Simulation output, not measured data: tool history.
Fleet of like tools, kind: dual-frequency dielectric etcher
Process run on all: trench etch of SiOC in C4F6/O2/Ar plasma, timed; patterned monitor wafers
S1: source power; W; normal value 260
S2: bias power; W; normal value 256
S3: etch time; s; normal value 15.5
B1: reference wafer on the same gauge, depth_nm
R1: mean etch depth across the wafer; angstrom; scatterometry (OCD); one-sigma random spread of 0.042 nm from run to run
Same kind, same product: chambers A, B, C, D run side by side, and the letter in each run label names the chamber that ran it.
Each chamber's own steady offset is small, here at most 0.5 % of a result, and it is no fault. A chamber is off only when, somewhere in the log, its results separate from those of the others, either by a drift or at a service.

Run 1C, day 0.200: usual settings; B1 25.499. Result: R1 308.16 angstrom.
Run 2A, day 0.458: usual settings; B1 25.510. Result: R1 307.36 angstrom.
Run 3D, day 0.629: usual settings; B1 25.513. Result: R1 306.96 angstrom.
Run 4B, day 0.775: usual settings; B1 25.514. Result: R1 306.41 angstrom.
Run 5D, day 0.975: usual settings; B1 25.527. Result: R1 306.18 angstrom.
Run 6B, day 1.162: usual settings; B1 25.533. Result: R1 306.41 angstrom.
Run 7A, day 1.342: usual settings; B1 25.521. Result: R1 307.78 angstrom.
Run 8C, day 1.617: usual settings; B1 25.525. Result: R1 308.98 angstrom.
Run 9C, day 1.871: usual settings; B1 25.534. Result: R1 308.58 angstrom.
Run 10D, day 2.021: usual settings; B1 25.543. Result: R1 306.82 angstrom.
Run 11A, day 2.200: usual settings; B1 25.542. Result: R1 307.68 angstrom.
Run 12B, day 2.346: usual settings; B1 25.539. Result: R1 307.07 angstrom.
Run 13C, day 2.517: usual settings; B1 25.537. Result: R1 308.19 angstrom.
At day 2.688: chamber C: bias power generator calibrated.
Run 14D, day 2.796: usual settings but S1 310 W; B1 25.558. Result: R1 328.40 angstrom.
Run 15B, day 2.962: usual settings but S1 310 W; B1 25.552. Result: R1 328.38 angstrom.
Run 16A, day 3.117: usual settings but S1 310 W; B1 25.555. Result: R1 329.35 angstrom.
Run 17D, day 3.296: usual settings but S1 310 W; B1 25.558. Result: R1 328.71 angstrom.
Run 18C, day 3.500: usual settings; B1 25.568. Result: R1 309.56 angstrom.
Run 19A, day 3.717: usual settings; B1 25.567. Result: R1 308.76 angstrom.
Run 20B, day 3.954: usual settings; B1 25.569. Result: R1 307.21 angstrom.
Run 21A, day 4.158: usual settings; B1 25.577. Result: R1 308.25 angstrom.
Run 22B, day 4.329: usual settings; B1 25.583. Result: R1 307.32 angstrom.
Run 23C, day 4.458: usual settings; B1 25.578. Result: R1 309.54 angstrom.
Run 24D, day 4.633: usual settings; B1 25.571. Result: R1 308.03 angstrom.
Run 25D, day 4.862: usual settings but S3 17.0 s; B1 25.589. Result: R1 337.26 angstrom.
Run 26C, day 5.117: usual settings but S3 17.0 s; B1 25.585. Result: R1 338.94 angstrom.
Run 27A, day 5.242: usual settings but S3 17.0 s; B1 25.587. Result: R1 339.18 angstrom.
Run 28B, day 5.429: usual settings but S3 17.0 s; B1 25.603. Result: R1 336.94 angstrom.
Run 29B, day 5.704: usual settings but S2 284 W, S3 12.5 s; B1 25.602. Result: R1 257.16 angstrom.
Run 30A, day 5.854: usual settings but S2 284 W, S3 12.5 s; B1 25.609. Result: R1 258.34 angstrom.
Run 31D, day 6.004: usual settings but S2 284 W, S3 12.5 s; B1 25.602. Result: R1 257.53 angstrom.
Run 32C, day 6.250: usual settings but S2 284 W, S3 12.5 s; B1 25.624. Result: R1 259.03 angstrom.
Run 33C, day 6.433: usual settings; B1 25.624. Result: R1 308.58 angstrom.
Run 34A, day 6.596: usual settings; B1 25.616. Result: R1 308.96 angstrom.
Run 35D, day 6.775: usual settings; B1 25.633. Result: R1 307.74 angstrom.
Run 36B, day 6.967: usual settings; B1 25.631. Result: R1 308.48 angstrom.
Run 37A, day 7.225: usual settings; B1 25.635. Result: R1 309.40 angstrom.
Run 38B, day 7.400: usual settings; B1 25.637. Result: R1 308.05 angstrom.
Run 39D, day 7.638: usual settings; B1 25.641. Result: R1 308.37 angstrom.

Next, all 4 chambers run the settings below, one line each with question marks for the results. What does each chamber give?
Run 40A, day 7.838: usual settings. Result: R1 ?.
Run 40B, day 7.838: usual settings. Result: R1 ?.
Run 40C, day 7.838: usual settings. Result: R1 ?.
Run 40D, day 7.838: usual settings. Result: R1 ?.

run      R1
40A  309.00
40B  308.85
40C  310.38
40D  308.21
